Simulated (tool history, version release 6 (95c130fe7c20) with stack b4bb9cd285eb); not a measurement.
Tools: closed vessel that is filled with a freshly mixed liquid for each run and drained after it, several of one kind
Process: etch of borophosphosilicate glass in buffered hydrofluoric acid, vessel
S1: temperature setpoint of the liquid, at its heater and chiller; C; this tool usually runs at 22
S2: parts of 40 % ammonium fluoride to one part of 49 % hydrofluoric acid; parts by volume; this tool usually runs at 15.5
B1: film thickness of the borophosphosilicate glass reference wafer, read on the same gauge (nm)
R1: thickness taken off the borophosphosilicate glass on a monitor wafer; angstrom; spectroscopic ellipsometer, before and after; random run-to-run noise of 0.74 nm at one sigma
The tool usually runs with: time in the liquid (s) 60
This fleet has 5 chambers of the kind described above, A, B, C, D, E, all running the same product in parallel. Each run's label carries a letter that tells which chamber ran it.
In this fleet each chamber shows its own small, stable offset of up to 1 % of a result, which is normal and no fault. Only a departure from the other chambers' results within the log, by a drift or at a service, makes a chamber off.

{"run": "1D", "day": 0.417, "S1": 22, "S2": 15.5, "time in the liquid (s)": 60, "B1": 109.99, "R1": 789.63}
{"run": "2A", "day": 0.642, "S1": 22, "S2": 15.5, "time in the liquid (s)": 60, "B1": 110, "R1": 804.05}
{"run": "3B", "day": 0.996, "S1": 22, "S2": 15.5, "time in the liquid (s)": 60, "B1": 110, "R1": 815.51}
{"run": "4E", "day": 1.438, "S1": 22, "S2": 15.5, "time in the liquid (s)": 60, "B1": 110, "R1": 798.84}
{"run": "5C", "day": 1.783, "S1": 22, "S2": 15.5, "time in the liquid (s)": 60, "B1": 110, "R1": 804.29}
{"run": "6E", "day": 2.071, "S1": 22, "S2": 15.5, "time in the liquid (s)": 60, "B1": 109.98, "R1": 798.98}
{"run": "7C", "day": 2.467, "S1": 22, "S2": 15.5, "time in the liquid (s)": 60, "B1": 109.99, "R1": 808.13}
{"run": "8D", "day": 2.858, "S1": 22, "S2": 15.5, "time in the liquid (s)": 60, "B1": 109.96, "R1": 804.8}
{"run": "9A", "day": 3.071, "S1": 22, "S2": 15.5, "time in the liquid (s)": 60, "B1": 110.02, "R1": 804.87}
{"run": "10B", "day": 3.308, "S1": 22, "S2": 15.5, "time in the liquid (s)": 60, "B1": 110.02, "R1": 813.25}
{"run": "11B", "day": 3.604, "S1": 22, "S2": 15.5, "time in the liquid (s)": 60, "B1": 109.98, "R1": 807.56}
{"run": "12C", "day": 3.942, "S1": 22, "S2": 15.5, "time in the liquid (s)": 60, "B1": 110, "R1": 800.72}
{"run": "13A", "day": 4.208, "S1": 22, "S2": 15.5, "time in the liquid (s)": 60, "B1": 109.99, "R1": 811.01}
{"run": "14E", "day": 4.421, "S1": 22, "S2": 15.5, "time in the liquid (s)": 60, "B1": 109.99, "R1": 802.2}
{"run": "15D", "day": 4.821, "S1": 22, "S2": 15.5, "time in the liquid (s)": 60, "B1": 110, "R1": 801.47}
{"run": "16B", "day": 5.192, "S1": 22, "S2": 15.5, "time in the liquid (s)": 60, "B1": 109.99, "R1": 817.81}
{"run": "17E", "day": 5.542, "S1": 25.5, "S2": 12.5, "time in the liquid (s)": 60, "B1": 110.02, "R1": 1195.4}
{"run": "18A", "day": 5.85, "S1": 25.5, "S2": 12.5, "time in the liquid (s)": 60, "B1": 110.02, "R1": 1207.6}
{"run": "19D", "day": 6.246, "S1": 25.5, "S2": 12.5, "time in the liquid (s)": 60, "B1": 109.98, "R1": 1200.1}
{"run": "20C", "day": 6.658, "S1": 25.5, "S2": 12.5, "time in the liquid (s)": 60, "B1": 109.99, "R1": 1192.3}
{"run": "21B", "day": 6.925, "S1": 25.5, "S2": 12.5, "time in the liquid (s)": 60, "B1": 109.98, "R1": 1203.2}
{"run": "22E", "day": 7.325, "S1": 22, "S2": 15.5, "time in the liquid (s)": 60, "B1": 109.97, "R1": 808.01}
{"run": "23C", "day": 7.612, "S1": 22, "S2": 15.5, "time in the liquid (s)": 60, "B1": 109.99, "R1": 775.78}
{"run": "24A", "day": 7.879, "S1": 22, "S2": 15.5, "time in the liquid (s)": 60, "B1": 110, "R1": 814.05}
{"run": "25D", "day": 8.221, "S1": 22, "S2": 15.5, "time in the liquid (s)": 60, "B1": 109.98, "R1": 800.68}
{"run": "26C", "day": 8.546, "S1": 20, "S2": 15.5, "time in the liquid (s)": 70, "B1": 109.99, "R1": 808.97}
{"run": "27A", "day": 8.783, "S1": 20, "S2": 15.5, "time in the liquid (s)": 70, "B1": 110, "R1": 834.03}
{"run": "28B", "day": 9.138, "S1": 20, "S2": 15.5, "time in the liquid (s)": 70, "B1": 110, "R1": 841.79}
{"run": "29D", "day": 9.404, "S1": 20, "S2": 15.5, "time in the liquid (s)": 70, "B1": 110.01, "R1": 842.48}
{"run": "30E", "day": 9.696, "S1": 20, "S2": 15.5, "time in the liquid (s)": 70, "B1": 110.02, "R1": 828.52}
{"run": "31C", "day": 9.888, "S1": 22, "S2": 15.5, "time in the liquid (s)": 60, "B1": 109.98, "R1": 757.43}
{"run": "32E", "day": 10.096, "S1": 22, "S2": 15.5, "time in the liquid (s)": 60, "B1": 109.97, "R1": 798.8}
{"run": "33B", "day": 10.483, "S1": 26.5, "S2": 15.5, "time in the liquid (s)": 60, "B1": 109.98, "R1": 1029.4}
{"run": "34D", "day": 10.904, "S1": 26.5, "S2": 15.5, "time in the liquid (s)": 60, "B1": 109.99, "R1": 1026}
{"run": "35A", "day": 11.158, "S1": 26.5, "S2": 15.5, "time in the liquid (s)": 60, "B1": 109.98, "R1": 1037.7}
{"run": "36E", "day": 11.45, "S1": 26.5, "S2": 15.5, "time in the liquid (s)": 60, "B1": 110.01, "R1": 1020.7}

Does one chamber stand apart from the rest, does the shared gauge drift, or is all well apart from small per-chamber offsets? Give the chamber and the most likely cause, where there is one.

One chamber, C, drifts off from the rest bit by bit.
Most likely cause: hydrofluoric acid flow below the setpoint (%) = 6.1.
The log might look much the same if the cause were instead: liquid colder than its thermometer reads (K).

Below are 4 candidate recipes for chamber C's next run, each the usual settings with a change, their results shown as question marks. Which of them brings C's results back in line with what the other chambers give on the usual settings?
To be in line, a result may differ from the other chambers' mean on the usual settings by at most: R1 26 angstrom
{"run": "37C-1", "day": 11.767, "S1": 22, "S2": 16.5, "time in the liquid (s)": 60, "R1": "?"}
{"run": "37C-2", "day": 11.767, "S1": 23, "S2": 15.5, "time in the liquid (s)": 60, "R1": "?"}
{"run": "37C-3", "day": 11.767, "S1": 22, "S2": 16, "time in the liquid (s)": 55, "R1": "?"}
{"run": "37C-4", "day": 11.767, "S1": 22, "S2": 15, "time in the liquid (s)": 65, "R1": "?"}

Usual-settings mean across the other chambers: R1 805.75 angstrom
run=37C-1 R1=721.1
run=37C-2 R1=810.54
run=37C-3 R1=681.58
run=37C-4 R1=859
37C-2 is the one that brings the chamber's results back in line with the other chambers.
